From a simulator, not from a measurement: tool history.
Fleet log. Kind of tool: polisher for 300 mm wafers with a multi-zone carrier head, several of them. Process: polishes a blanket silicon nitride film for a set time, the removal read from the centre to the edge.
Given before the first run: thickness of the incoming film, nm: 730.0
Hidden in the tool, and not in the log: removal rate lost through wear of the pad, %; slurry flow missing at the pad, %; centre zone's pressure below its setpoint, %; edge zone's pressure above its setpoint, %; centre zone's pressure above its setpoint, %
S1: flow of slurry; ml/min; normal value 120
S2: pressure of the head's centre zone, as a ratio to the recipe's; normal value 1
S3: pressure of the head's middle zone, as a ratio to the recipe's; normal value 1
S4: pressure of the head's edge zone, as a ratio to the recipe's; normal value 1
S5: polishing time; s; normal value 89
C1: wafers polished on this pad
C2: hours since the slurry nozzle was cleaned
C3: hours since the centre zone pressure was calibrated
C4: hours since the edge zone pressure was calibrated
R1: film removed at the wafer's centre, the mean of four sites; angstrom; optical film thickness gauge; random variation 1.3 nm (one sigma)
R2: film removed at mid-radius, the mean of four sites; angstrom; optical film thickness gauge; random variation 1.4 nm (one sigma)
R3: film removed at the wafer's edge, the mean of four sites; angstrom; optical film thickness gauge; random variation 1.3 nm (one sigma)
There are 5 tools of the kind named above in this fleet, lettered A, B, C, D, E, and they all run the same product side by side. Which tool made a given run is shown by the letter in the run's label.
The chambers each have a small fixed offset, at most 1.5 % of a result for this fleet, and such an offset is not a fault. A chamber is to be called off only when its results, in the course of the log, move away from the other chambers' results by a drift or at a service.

run    day   S1    S2    S3    S4  S5    C1     C2      C3     C4      R1      R2      R3
     0.008  -- chamber C: worn pad replaced by a new one
 1E  0.225  120     1     1     1  89   849  613.5     885  244.6  1090.7  1120.3  1103.9
     0.325  -- chamber E: slurry nozzle cleaned
     0.362  -- chamber B: centre zone pressure recalibrated
 2D  0.412  120     1     1     1  89   435    108  1004.2  232.5  1079.5  1073.4  1093.5
 3C    0.6  120     1     1     1  89   132  451.3   199.8  233.9  1099.4  1108.1  1096.7
 4B  0.833  120     1     1     1  89   261   73.5    11.3  869.3  1100.5  1100.5    1096
 5A  1.058  120     1     1     1  89   508  515.4   643.9    465  1135.7  1091.9  1124.2
 6D  1.208  120  0.95     1     1  79   614  127.1  1023.3  251.6  926.99  961.31  988.06
      1.25  -- chamber B: edge zone pressure recalibrated
 7C  1.488  120  0.95     1     1  79   332  472.6   221.1  255.2  924.85  982.66  998.65
 8E  1.612  120  0.95     1     1  79  1160     31   918.3  277.9  919.42   951.3  993.86
 9A  1.788  120  0.95     1     1  79   672  532.9   661.4  482.5  927.99  983.78  998.37
10B  2.054  120  0.95     1     1  79   535  102.8    40.6   19.4  915.68  972.21  963.12
     2.271  -- chamber A: worn pad replaced by a new one
       2.3  -- chamber C: edge zone pressure recalibrated
11B  2.317  120     1     1     1  89   594  109.1    46.9   25.7  1086.9  1114.7  1093.7
12E  2.471  120     1     1     1  89  1353   51.6   938.9  298.5  1099.4  1117.6  1078.8
13A  2.612  120     1     1     1  89    76  552.7   681.2  502.3  1091.8  1088.3  1104.6
14D  2.867  120     1  1.05  0.94  89   986  166.9  1063.1  291.4  1089.9  1143.7  1069.7
15C  3.012  120     1  1.05  0.94  89   674  509.2   257.7   17.1  1096.3  1162.1    1049
16C  3.154  120     1  1.05  0.94  89   706  512.6   261.1   20.5    1098  1150.2  1082.3
     3.238  -- chamber E: worn pad replaced by a new one
17B  3.329  120     1  1.05  0.94  89   822  133.4    71.2     50    1072  1166.3  1055.9
18E  3.592  120     1  1.05  0.94  89    79   78.5   965.8  325.4  1121.8  1179.1  1053.6
     3.688  -- chamber D: worn pad replaced by a new one
19D  3.838  120     1     1     1  89    33  190.2  1086.4  314.7    1087  1080.7  1072.7
20A  4.042  120     1     1     1  89   397    587   715.5  536.6  1086.5  1088.4  1115.5
21E  4.246  120     1     1     1  89   226   94.2   981.5  341.1    1076  1117.6  1059.4
22C  4.496  120     1     1     1  89  1007  544.8   293.3   52.7  1087.2  1104.2  1090.5
23D  4.696  120     1     1     1  89   226  210.8    1107  335.3  1082.4  1103.7  1093.2
24A  4.854  120     1     1     1  89   580  606.5     735  556.1    1071    1094  1102.9
25B  4.983  120     1     1     1  89  1193  173.1   110.9   89.7  1090.3  1082.9    1073
     5.042  -- chamber C: worn pad replaced by a new one
26E  5.208  120     1     1     1  89   442  117.3  1004.6  364.2  1078.1  1116.7  1095.4
27A  5.392  120     1     1     1  89   700  619.4   747.9    569  1072.1  1061.6  1088.6
28C  5.592  120     1     1     1  89   123  571.1   319.6     79  1088.7  1111.2  1085.4
29D  5.838  120     1     1     1  89   482  238.2  1134.4  362.7  1088.4  1107.2  1110.2
      5.85  -- chamber B: worn pad replaced by a new one
30B  6.017  120     1     1     1  89    37  197.9   135.7  114.5    1080  1113.9  1088.1
31E  6.142  120     1     1     1  68   652  139.7    1027  386.6  825.27  848.58  840.42
32D  6.288  120     1     1     1  68   583    249  1145.2  373.5  826.29  831.91   856.1
33C  6.512  120     1     1     1  68   330  593.2   341.7  101.1  833.93  853.83  855.08
     6.567  -- chamber A: worn pad replaced by a new one
34A  6.667  120     1     1     1  68    22    650   778.5  599.6  815.41  825.93   843.3
35B  6.888  120     1     1     1  68   233  218.8   156.6  135.4  831.68  864.02  830.77
36C   7.15  120     1     1     1  89   473  608.5     357  116.4  1096.6  1122.1  1090.9
37E  7.383  120     1     1     1  89   931  169.5  1056.8  416.4  1128.5  1091.6  1070.9
38A  7.658  120     1     1     1  89   245  673.8   802.3  623.4  1060.5  1027.9  1098.1
     7.704  -- chamber C: slurry nozzle cleaned
39D  7.892  120     1     1     1  89   944  287.5  1183.7    412  1066.5  1090.6  1091.3
     7.921  -- chamber D: centre zone pressure recalibrated
40B  8.025  120     1     1     1  89   488  246.1   183.9  162.7    1064  1118.5  1060.2
     8.175  -- chamber D: worn pad replaced by a new one
41B  8.221  120     1     1     1  89   532  250.8   188.6  167.4  1077.8  1104.9  1096.9
42A   8.35  120     1     1     1  89   400  690.4   818.9    640  1016.8  1025.4  1087.3
43D  8.496  120     1     1     1  89    72    302    13.9  426.5  1080.8  1103.2  1097.4
44C  8.721  120     1     1     1  89   826   24.4   394.7  154.1  1097.4  1113.5  1107.1

For the next run the whole fleet of 5 chambers uses the same settings. Give each chamber's results:
45A  8.921  120   1  1.11   1  89                   ?   ?   ?
45B  8.921  120   1  1.11   1  89                   ?   ?   ?
45C  8.921  120   1  1.11   1  89                   ?   ?   ?
45D  8.921  120   1  1.11   1  89                   ?   ?   ?
45E  8.921  120   1  1.11   1  89                   ?   ?   ?

run      R1      R2      R3
45A  1045.7  1140.7  1076.2
45B  1105.7  1189.5  1090.3
45C  1099.4  1219.1  1109.9
45D  1070.3  1188.6  1085.7
45E  1110.4    1227  1061.2
